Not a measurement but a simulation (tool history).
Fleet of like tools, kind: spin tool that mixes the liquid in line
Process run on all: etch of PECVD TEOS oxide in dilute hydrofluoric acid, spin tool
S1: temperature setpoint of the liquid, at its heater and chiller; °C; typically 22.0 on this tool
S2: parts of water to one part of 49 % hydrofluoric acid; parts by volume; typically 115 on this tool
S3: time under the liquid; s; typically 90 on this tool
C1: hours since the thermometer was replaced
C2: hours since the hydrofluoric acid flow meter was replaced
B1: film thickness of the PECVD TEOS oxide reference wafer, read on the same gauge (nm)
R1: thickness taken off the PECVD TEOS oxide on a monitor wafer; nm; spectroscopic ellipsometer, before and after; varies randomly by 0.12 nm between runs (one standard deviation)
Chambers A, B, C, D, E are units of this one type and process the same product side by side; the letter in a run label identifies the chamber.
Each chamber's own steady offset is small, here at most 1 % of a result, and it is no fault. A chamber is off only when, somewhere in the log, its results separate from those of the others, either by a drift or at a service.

| run | hour | S1 | S2 | S3 | C1 | C2 | B1 | R1 |
|---|---|---|---|---|---|---|---|---|
| 1A | 12.9 | 22.0 | 115 | 90 | 845.7 | 121.2 | 50.006 | 14.1850 |
| 2E | 22.0 | 22.0 | 115 | 90 | 33.6 | 484.4 | 50.025 | 14.2400 |
| 3D | 29.4 | 22.0 | 115 | 90 | 1622.3 | 512.3 | 49.968 | 14.1710 |
| 4C | 41.5 | 22.0 | 115 | 90 | 278.9 | 87.0 | 49.983 | 14.2000 |
| 5B | 53.9 | 25.5 | 115 | 45 | 332.9 | 349.3 | 50.014 | 7.9798 |
| 6E | 63.0 | 25.5 | 115 | 45 | 74.6 | 525.4 | 49.998 | 8.2140 |
| 7D | 73.7 | 25.5 | 115 | 45 | 1666.6 | 556.6 | 49.990 | 8.2406 |
| 8A | 83.6 | 25.5 | 115 | 45 | 916.4 | 191.9 | 49.988 | 8.1479 |
| 9C | 97.7 | 25.5 | 115 | 45 | 335.1 | 143.2 | 50.032 | 8.1699 |
| 10B | 106.2 | 22.0 | 115 | 90 | 385.2 | 401.6 | 50.024 | 14.0250 |
| 11D | 121.1 | 22.0 | 115 | 90 | 1714.0 | 604.0 | 50.001 | 14.3890 |
| 12A | 130.1 | 22.0 | 115 | 90 | 962.9 | 238.4 | 50.023 | 14.2270 |
| 13E | 141.9 | 22.0 | 115 | 90 | 153.5 | 604.3 | 50.018 | 14.3630 |
| 14B | 156.1 | 22.0 | 115 | 90 | 435.1 | 451.5 | 49.978 | 14.0990 |
| 15C | 167.4 | 20.0 | 115 | 90 | 404.8 | 212.9 | 50.001 | 13.0180 |
| 16C | 175.3 | 20.0 | 115 | 90 | 412.7 | 220.8 | 49.959 | 12.9900 |
| 17B | 184.5 | 20.0 | 115 | 90 | 463.5 | 479.9 | 49.989 | 12.9070 |
| 18A | 198.1 | 20.0 | 115 | 90 | 1030.9 | 306.4 | 50.007 | 13.3240 |
| 19E | 205.0 | 20.0 | 115 | 90 | 216.6 | 667.4 | 50.016 | 13.2250 |
| 20D | 217.0 | 22.0 | 115 | 90 | 1809.9 | 699.9 | 50.014 | 14.4700 |
|  | 217.6 | chamber B: hydrofluoric acid flow meter replaced |
|  | 224.3 | chamber C: thermometer replaced |
| 21E | 229.9 | 22.0 | 115 | 90 | 241.5 | 692.3 | 50.030 | 14.3460 |
| 22C | 241.8 | 22.0 | 135 | 90 | 17.5 | 287.3 | 50.020 | 11.8210 |
| 23A | 256.1 | 22.0 | 135 | 90 | 1088.9 | 364.4 | 49.993 | 11.8530 |
| 24D | 270.1 | 22.0 | 135 | 90 | 1863.0 | 753.0 | 50.017 | 12.1870 |
| 25B | 282.4 | 22.0 | 135 | 90 | 561.4 | 64.9 | 50.010 | 11.7560 |
| 26B | 290.8 | 22.0 | 135 | 90 | 569.8 | 73.3 | 50.035 | 11.9550 |
| 27E | 299.3 | 22.0 | 115 | 90 | 310.9 | 761.7 | 50.017 | 14.5210 |
| 28D | 308.7 | 22.0 | 115 | 90 | 1901.6 | 791.6 | 50.026 | 14.7290 |
| 29C | 320.2 | 22.0 | 115 | 90 | 95.9 | 365.7 | 50.001 | 14.2580 |
| 30A | 328.9 | 22.0 | 115 | 90 | 1161.7 | 437.2 | 50.007 | 14.3870 |
| 31C | 337.0 | 22.0 | 115 | 90 | 112.7 | 382.5 | 50.003 | 14.1840 |
| 32D | 347.9 | 22.0 | 115 | 90 | 1940.8 | 830.8 | 49.991 | 14.4540 |
| 33E | 362.4 | 22.0 | 115 | 90 | 374.0 | 824.8 | 50.021 | 14.2990 |
| 34B | 372.9 | 22.0 | 115 | 90 | 651.9 | 155.4 | 49.998 | 14.0530 |
| 35A | 384.1 | 22.0 | 115 | 90 | 1216.9 | 492.4 | 50.000 | 14.3510 |
| 36A | 394.2 | 22.0 | 115 | 90 | 1227.0 | 502.5 | 49.977 | 14.2060 |
| 37D | 402.8 | 22.0 | 115 | 90 | 1995.7 | 885.7 | 50.030 | 14.7390 |
| 38B | 415.7 | 22.0 | 115 | 90 | 694.7 | 198.2 | 49.990 | 14.1990 |
| 39C | 425.0 | 22.0 | 115 | 90 | 200.7 | 470.5 | 50.007 | 13.9280 |
| 40E | 433.6 | 22.0 | 115 | 90 | 445.2 | 896.0 | 49.983 | 14.2010 |
| 41B | 448.4 | 22.0 | 115 | 90 | 727.4 | 230.9 | 50.033 | 14.1730 |
| 42E | 460.5 | 22.0 | 115 | 90 | 472.1 | 922.9 | 49.987 | 14.3180 |

Is one chamber off against the others, does the gauge drift, or is nothing wrong? If a chamber is off, say which, and what the likeliest cause is.

Little by little, chamber D moves away from the other chambers.
Likeliest cause: liquid hotter than its thermometer reads (K) = 1.25.
With only this log, it may be confused with: hydrofluoric acid flow above the setpoint (%).

Chamber D could run next with any of the 4 candidate recipes listed below; each alters the usual settings, and their results appear as question marks. Which one brings its results back in line with what the other chambers deliver on the usual settings?
A result is in line if it is within this distance of the other chambers' mean on the usual settings: R1 0.4000 nm
| 43D-1 | 471.2 | 22.0 | 110 | 95 |  |  |  | ? |
| 43D-2 | 471.2 | 22.0 | 120 | 90 |  |  |  | ? |
| 43D-3 | 471.2 | 23.0 | 115 | 90 |  |  |  | ? |
| 43D-4 | 471.2 | 22.0 | 125 | 90 |  |  |  | ? |

What the other chambers average on the usual settings: R1 14.2260 nm
| run | R1 |
|---|---|
| 43D-1 | 16.5170 |
| 43D-2 | 14.1920 |
| 43D-3 | 15.4910 |
| 43D-4 | 13.5520 |
43D-2 puts the chamber back in line with the other chambers.

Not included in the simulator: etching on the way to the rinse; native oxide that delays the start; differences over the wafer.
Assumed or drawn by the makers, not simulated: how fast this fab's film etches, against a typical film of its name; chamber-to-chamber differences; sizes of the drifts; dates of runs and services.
